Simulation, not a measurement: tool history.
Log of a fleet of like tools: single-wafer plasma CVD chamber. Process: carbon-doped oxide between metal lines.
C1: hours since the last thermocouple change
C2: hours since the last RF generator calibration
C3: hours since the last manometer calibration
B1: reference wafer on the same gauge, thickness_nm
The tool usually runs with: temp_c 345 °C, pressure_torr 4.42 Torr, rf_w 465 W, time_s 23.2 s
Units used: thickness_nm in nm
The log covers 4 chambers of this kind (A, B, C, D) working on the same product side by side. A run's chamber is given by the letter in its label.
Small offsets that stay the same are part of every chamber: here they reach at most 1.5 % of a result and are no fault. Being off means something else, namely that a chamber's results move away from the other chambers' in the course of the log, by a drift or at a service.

run 1B hour=10.2 | temp_c=345 pressure_torr=4.42 rf_w=465 time_s=23.2 | C1=200.0 C2=1037.6 C3=1077.7 | B1=129.04 | thickness_nm=113.610
run 2C hour=20.4 | temp_c=345 pressure_torr=4.42 rf_w=465 time_s=23.2 | C1=234.8 C2=214.0 C3=2336.5 | B1=128.99 | thickness_nm=112.620
run 3A hour=27.1 | temp_c=345 pressure_torr=4.42 rf_w=465 time_s=23.2 | C1=810.3 C2=1028.7 C3=1665.8 | B1=128.99 | thickness_nm=114.640
run 4D hour=37.6 | temp_c=345 pressure_torr=4.42 rf_w=465 time_s=23.2 | C1=82.9 C2=829.3 C3=1131.9 | B1=128.95 | thickness_nm=113.250
run 5D hour=45.2 | temp_c=345 pressure_torr=4.42 rf_w=465 time_s=23.2 | C1=90.5 C2=836.9 C3=1139.5 | B1=128.99 | thickness_nm=112.830
run 6C hour=53.4 | temp_c=345 pressure_torr=4.42 rf_w=465 time_s=23.2 | C1=267.8 C2=247.0 C3=2369.5 | B1=128.94 | thickness_nm=112.700
run 7A hour=64.0 | temp_c=345 pressure_torr=4.42 rf_w=465 time_s=23.2 | C1=847.2 C2=1065.6 C3=1702.7 | B1=129.05 | thickness_nm=114.060
run 8B hour=72.8 | temp_c=345 pressure_torr=4.42 rf_w=465 time_s=23.2 | C1=262.6 C2=1100.2 C3=1140.3 | B1=129.01 | thickness_nm=113.100
-- hour=75.2 chamber A: RF generator calibrated
run 9D hour=83.4 | temp_c=345 pressure_torr=4.42 rf_w=465 time_s=23.2 | C1=128.7 C2=875.1 C3=1177.7 | B1=128.99 | thickness_nm=112.620
run 10B hour=93.6 | temp_c=345 pressure_torr=4.42 rf_w=465 time_s=23.2 | C1=283.4 C2=1121.0 C3=1161.1 | B1=129.00 | thickness_nm=112.600
run 11A hour=98.8 | temp_c=345 pressure_torr=5.37 rf_w=465 time_s=19.6 | C1=882.0 C2=23.7 C3=1737.5 | B1=128.96 | thickness_nm=100.260
run 12C hour=109.2 | temp_c=345 pressure_torr=5.37 rf_w=465 time_s=19.6 | C1=323.6 C2=302.8 C3=2425.3 | B1=128.93 | thickness_nm=98.599
run 13B hour=117.9 | temp_c=345 pressure_torr=5.37 rf_w=465 time_s=19.6 | C1=307.7 C2=1145.3 C3=1185.4 | B1=128.92 | thickness_nm=98.592
run 14C hour=122.6 | temp_c=345 pressure_torr=5.37 rf_w=465 time_s=19.6 | C1=337.0 C2=316.2 C3=2438.7 | B1=128.96 | thickness_nm=98.460
run 15A hour=128.4 | temp_c=345 pressure_torr=5.17 rf_w=465 time_s=23.2 | C1=911.6 C2=53.3 C3=1767.1 | B1=129.05 | thickness_nm=117.120
run 16D hour=133.7 | temp_c=345 pressure_torr=5.17 rf_w=465 time_s=23.2 | C1=179.0 C2=925.4 C3=1228.0 | B1=129.03 | thickness_nm=115.650
-- hour=144.0 chamber C: capacitance manometer re-zeroed and calibrated
run 17B hour=144.1 | temp_c=345 pressure_torr=5.17 rf_w=465 time_s=23.2 | C1=333.9 C2=1171.5 C3=1211.6 | B1=128.98 | thickness_nm=115.700
run 18C hour=150.4 | temp_c=345 pressure_torr=5.17 rf_w=465 time_s=23.2 | C1=364.8 C2=344.0 C3=6.4 | B1=128.97 | thickness_nm=115.670
run 19D hour=156.1 | temp_c=345 pressure_torr=4.42 rf_w=465 time_s=23.2 | C1=201.4 C2=947.8 C3=1250.4 | B1=128.96 | thickness_nm=112.630
run 20A hour=161.7 | temp_c=345 pressure_torr=4.42 rf_w=465 time_s=19.5 | C1=944.9 C2=86.6 C3=1800.4 | B1=129.02 | thickness_nm=97.510
run 21D hour=169.2 | temp_c=345 pressure_torr=4.42 rf_w=465 time_s=19.5 | C1=214.5 C2=960.9 C3=1263.5 | B1=128.97 | thickness_nm=95.522
run 22A hour=176.9 | temp_c=345 pressure_torr=4.42 rf_w=465 time_s=19.5 | C1=960.1 C2=101.8 C3=1815.6 | B1=128.92 | thickness_nm=96.844
-- hour=182.1 chamber B: capacitance manometer re-zeroed and calibrated
run 23C hour=183.7 | temp_c=345 pressure_torr=4.42 rf_w=465 time_s=19.5 | C1=398.1 C2=377.3 C3=39.7 | B1=128.96 | thickness_nm=95.804
run 24B hour=191.4 | temp_c=345 pressure_torr=4.42 rf_w=465 time_s=23.2 | C1=381.2 C2=1218.8 C3=9.3 | B1=129.08 | thickness_nm=113.070
run 25C hour=200.1 | temp_c=345 pressure_torr=4.42 rf_w=465 time_s=23.2 | C1=414.5 C2=393.7 C3=56.1 | B1=128.92 | thickness_nm=113.360
run 26B hour=209.5 | temp_c=345 pressure_torr=4.42 rf_w=465 time_s=23.2 | C1=399.3 C2=1236.9 C3=27.4 | B1=129.07 | thickness_nm=112.910
run 27A hour=214.9 | temp_c=345 pressure_torr=4.42 rf_w=465 time_s=23.2 | C1=998.1 C2=139.8 C3=1853.6 | B1=128.97 | thickness_nm=114.830
run 28D hour=222.7 | temp_c=345 pressure_torr=4.42 rf_w=465 time_s=23.2 | C1=268.0 C2=1014.4 C3=1317.0 | B1=129.02 | thickness_nm=113.040
run 29A hour=230.8 | temp_c=345 pressure_torr=4.42 rf_w=465 time_s=23.2 | C1=1014.0 C2=155.7 C3=1869.5 | B1=128.96 | thickness_nm=115.570
run 30B hour=240.8 | temp_c=345 pressure_torr=4.42 rf_w=465 time_s=23.2 | C1=430.6 C2=1268.2 C3=58.7 | B1=128.97 | thickness_nm=113.020
run 31D hour=248.1 | temp_c=345 pressure_torr=4.42 rf_w=465 time_s=23.2 | C1=293.4 C2=1039.8 C3=1342.4 | B1=129.05 | thickness_nm=112.900

Next, every chamber runs the same settings. What will each give?
run 32A hour=255.8 | temp_c=345 pressure_torr=4.42 rf_w=465 time_s=19.0 | thickness_nm=?
run 32B hour=255.8 | temp_c=345 pressure_torr=4.42 rf_w=465 time_s=19.0 | thickness_nm=?
run 32C hour=255.8 | temp_c=345 pressure_torr=4.42 rf_w=465 time_s=19.0 | thickness_nm=?
run 32D hour=255.8 | temp_c=345 pressure_torr=4.42 rf_w=465 time_s=19.0 | thickness_nm=?

run=32A thickness_nm=94.086
run=32B thickness_nm=92.820
run=32C thickness_nm=92.651
run=32D thickness_nm=92.917

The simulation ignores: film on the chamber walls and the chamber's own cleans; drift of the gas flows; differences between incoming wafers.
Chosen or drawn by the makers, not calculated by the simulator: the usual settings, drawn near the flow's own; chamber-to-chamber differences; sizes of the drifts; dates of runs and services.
